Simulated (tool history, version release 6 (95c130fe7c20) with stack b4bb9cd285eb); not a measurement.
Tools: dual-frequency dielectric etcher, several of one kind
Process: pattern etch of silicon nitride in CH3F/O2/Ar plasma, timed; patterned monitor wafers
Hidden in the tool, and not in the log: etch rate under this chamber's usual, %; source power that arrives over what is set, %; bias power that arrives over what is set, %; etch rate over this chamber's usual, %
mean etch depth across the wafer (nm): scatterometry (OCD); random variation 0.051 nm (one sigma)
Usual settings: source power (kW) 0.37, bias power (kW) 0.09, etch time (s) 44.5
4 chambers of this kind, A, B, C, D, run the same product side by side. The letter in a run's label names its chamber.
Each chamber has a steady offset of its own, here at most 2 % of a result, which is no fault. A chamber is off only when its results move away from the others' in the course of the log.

run   hour  source power (kW)  bias power (kW)  etch time (s)  hours since the last wet clean  hours since the last source power generator calibration  hours since the last bias power generator calibration  read-back reference wafer on the same gauge, depth_nm  mean etch depth across the wafer (nm)
 1C    7.5               0.37             0.09           44.5                           348.5                                                   1896.9                                                  234.4                                                 32.701                                 32.151
 2D   18.5               0.37             0.09           44.5                           205.5                                                   4409.1                                                 1924.5                                                 32.705                                 32.621
 3B   27.5               0.37             0.09           44.5                           233.5                                                   2949.9                                                 1293.1                                                 32.699                                 32.714
 4A   38.5               0.37             0.09           44.5                            95.9                                                      137                                                 1796.7                                                 32.714                                 32.907
 5A   48.5               0.37             0.09           44.5                           105.9                                                      147                                                 1806.7                                                 32.724                                 32.898
 6C   56.4               0.37             0.09           44.5                           397.4                                                   1945.8                                                  283.3                                                 32.733                                 32.191
 7B   63.3               0.37             0.09           44.5                           269.3                                                   2985.7                                                 1328.9                                                 32.726                                  32.76
 8D   74.7                0.3             0.07           44.5                           261.7                                                   4465.3                                                 1980.7                                                 32.736                                 27.662
 9B   81.8                0.3             0.07           44.5                           287.8                                                   3004.2                                                 1347.4                                                 32.754                                 27.678
      83.6  -- chamber B: source power generator calibrated
10D   93.6                0.3             0.07           44.5                           280.6                                                   4484.2                                                 1999.6                                                 32.733                                 27.693
11A  102.1                0.3             0.07           44.5                           159.5                                                    200.6                                                 1860.3                                                 32.753                                 27.646
12C  111.3               0.37             0.09           44.5                           452.3                                                   2000.7                                                  338.2                                                 32.752                                 32.228
13D  124.5               0.37             0.09           44.5                           311.5                                                   4515.1                                                 2030.5                                                 32.771                                 32.721
14A    138               0.37             0.09           44.5                           195.4                                                    236.5                                                 1896.2                                                 32.768                                  32.94
15B  150.4               0.37             0.09           44.5                           356.4                                                     66.8                                                   1416                                                 32.762                                 32.753
16C  163.1               0.37             0.09           44.5                           504.1                                                   2052.5                                                    390                                                 32.775                                 32.234
17B  172.6               0.37             0.09           44.5                           378.6                                                       89                                                 1438.2                                                 32.775                                  32.66
18D  183.7               0.42             0.09           38.5                           370.7                                                   4574.3                                                 2089.7                                                 32.784                                 29.663
19C  197.1               0.42             0.09           38.5                           538.1                                                   2086.5                                                    424                                                 32.785                                 29.255
     198.4  -- chamber B: wet clean of the chamber
20A  210.1               0.42             0.09           38.5                           267.5                                                    308.6                                                 1968.3                                                 32.799                                 29.792
     212.5  -- chamber D: wet clean of the chamber
21C  224.2               0.42             0.09           38.5                           565.2                                                   2113.6                                                  451.1                                                 32.799                                 29.314
22B  238.3               0.37             0.09           44.5                              40                                                    154.7                                                 1503.9                                                 32.806                                 32.766
23D  251.6               0.37             0.09           44.5                            39.2                                                   4642.2                                                 2157.6                                                 32.814                                 32.713
24A  261.4               0.37             0.09           44.5                           318.8                                                    359.9                                                 2019.6                                                  32.83                                 33.016
25B  272.1               0.37             0.09           44.5                            73.8                                                    188.5                                                 1537.7                                                 32.842                                  32.85
26D  278.4               0.44             0.09             56                              66                                                     4669                                                 2184.4                                                 32.835                                 43.964
27C  286.4               0.44             0.09             56                           627.4                                                   2175.8                                                  513.3                                                  32.84                                 43.278
     289.2  -- chamber C: wet clean of the chamber
28A  296.9               0.44             0.09             56                           354.3                                                    395.4                                                 2055.1                                                 32.832                                 44.312
     297.2  -- chamber A: wet clean of the chamber
29C    308               0.44             0.09             56                            18.8                                                   2197.4                                                  534.9                                                 32.849                                 43.262
30B  317.3               0.37             0.09           44.5                             119                                                    233.7                                                 1582.9                                                 32.849                                 32.784
31A  323.7               0.37            0.097           39.5                            26.6                                                    422.2                                                 2081.9                                                 32.857                                 30.141
32D  330.1               0.37            0.097           39.5                           117.7                                                   4720.7                                                 2236.1                                                 32.842                                 29.976
33A  342.2               0.37            0.097           39.5                            45.1                                                    440.7                                                 2100.4                                                 32.857                                 30.161
34D  355.4               0.37            0.097           39.5                             143                                                     4746                                                 2261.4                                                 32.858                                 29.892
35B  367.7               0.32             0.09             40                           169.4                                                    284.1                                                 1633.3                                                 32.864                                 27.982
36C  377.9               0.32             0.09             40                            88.7                                                   2267.3                                                  604.8                                                 32.887                                 27.573
     382.5  -- chamber D: bias power generator calibrated
37D  389.9               0.32             0.09             40                           177.5                                                   4780.5                                                    7.5                                                 32.879                                 27.888
38A  399.4               0.32             0.09             40                           102.3                                                    497.9                                                 2157.6                                                 32.888                                 28.144
39B  413.6               0.37             0.09           44.5                           215.3                                                      330                                                 1679.2                                                 32.901                                 32.828
40C  421.9               0.37             0.09           44.5                           132.7                                                   2311.3                                                  648.8                                                 32.903                                 32.416
41B  432.1               0.37             0.09           44.5                           233.8                                                    348.5                                                 1697.7                                                 32.891                                 32.851
42D  439.5               0.37             0.09           44.5                           227.1                                                   4830.1                                                   57.1                                                 32.893                                 32.774

Is one chamber off against the others, does the gauge drift, or is nothing wrong? If a chamber is off, say which, and what the likeliest cause is.

The gauge drifts, so all chambers seem to drift together. No chamber is off.
Cause: gauge reads high (%) = 0.639.

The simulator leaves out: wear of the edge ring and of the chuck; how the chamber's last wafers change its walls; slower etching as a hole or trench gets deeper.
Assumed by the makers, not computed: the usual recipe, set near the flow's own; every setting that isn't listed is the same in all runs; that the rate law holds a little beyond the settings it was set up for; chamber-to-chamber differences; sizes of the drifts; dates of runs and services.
